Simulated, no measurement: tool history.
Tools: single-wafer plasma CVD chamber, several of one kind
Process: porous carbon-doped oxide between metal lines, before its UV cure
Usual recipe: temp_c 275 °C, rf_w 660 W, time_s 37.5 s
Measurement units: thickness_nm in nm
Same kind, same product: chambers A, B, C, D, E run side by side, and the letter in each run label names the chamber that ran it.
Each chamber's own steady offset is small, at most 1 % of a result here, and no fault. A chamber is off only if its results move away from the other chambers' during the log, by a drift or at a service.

run	hour	temp_c	rf_w	time_s	read-back reference wafer on the same gauge, thickness_nm	thickness_nm
1A	7.9	275	660	37.5	274.97	279.93
2B	12.1	275	660	37.5	275.04	279.8
3C	18.8	275	660	37.5	275.24	280.31
4E	25.9	275	660	37.5	275.14	280.94
5D	34.3	275	660	37.5	275.01	280.98
6E	40.3	281	660	31.4	275.17	231.25
7A	45	281	660	31.4	275.06	222.22
8D	51.1	281	660	31.4	274.88	225.78
9C	58	281	660	31.4	275.23	226.6
10B	66.2	281	660	31.4	274.8	227.08
11D	70.5	275	660	37.5	274.82	283.9
12B	76.5	275	660	37.5	274.56	278.19
13C	83	275	660	37.5	275.03	280.84
14E	91.5	275	660	37.5	274.87	283.61
15A	96.8	275	660	37.5	274.86	278.94
16A	102.1	275	660	37.5	275.06	280.23
17C	109.5	275	660	37.5	274.94	278.62
18B	115.7	275	730	41.9	275	333.57
19E	122.5	275	730	41.9	274.98	335.92
20D	129.2	275	730	41.9	275.04	334.41
21C	133.7	275	730	41.9	275.18	327.51
22D	140.2	275	730	41.9	275.11	334.65
23B	144.2	275	660	37.5	275.12	280.04
24E	150.5	275	660	37.5	275.29	285.02
25A	155	275	660	37.5	274.91	277.61
26D	160.6	275	660	37.5	275.06	282.06
27E	165.1	288	660	30.4	275.33	210.1
28A	169.9	288	660	30.4	275.21	210.88
29B	175.1	288	660	30.4	275.06	211.22
30C	182.8	288	660	30.4	275.06	207.69
31D	187.4	288	660	30.4	275.01	210.39
32B	195.8	275	660	37.5	275.04	282.74
33A	201.2	275	605	37.5	275.15	263.4
34E	208.9	275	605	37.5	275.02	267.14
35C	217.5	275	605	37.5	274.85	257.31
36E	225.7	275	605	37.5	274.89	267.86
37B	232.9	275	605	37.5	275.06	264.49
38A	239.5	275	660	37.5	274.67	279.72
39D	243.9	275	660	37.5	275.04	281.57
40C	250	275	660	37.5	274.97	270.58
41D	255.6	275	660	37.5	275.19	281.66
42C	263.8	275	660	37.5	274.86	268.22
43B	270.2	275	660	37.5	274.7	280.79

Next, all 5 chambers run the settings below, one line each with question marks for the results. What does each chamber give?
44A	276.4	275	660	37.5		?
44B	276.4	275	660	37.5		?
44C	276.4	275	660	37.5		?
44D	276.4	275	660	37.5		?
44E	276.4	275	660	37.5		?

run	thickness_nm
44A	279.52
44B	278.4
44C	270.75
44D	280.61
44E	280.39
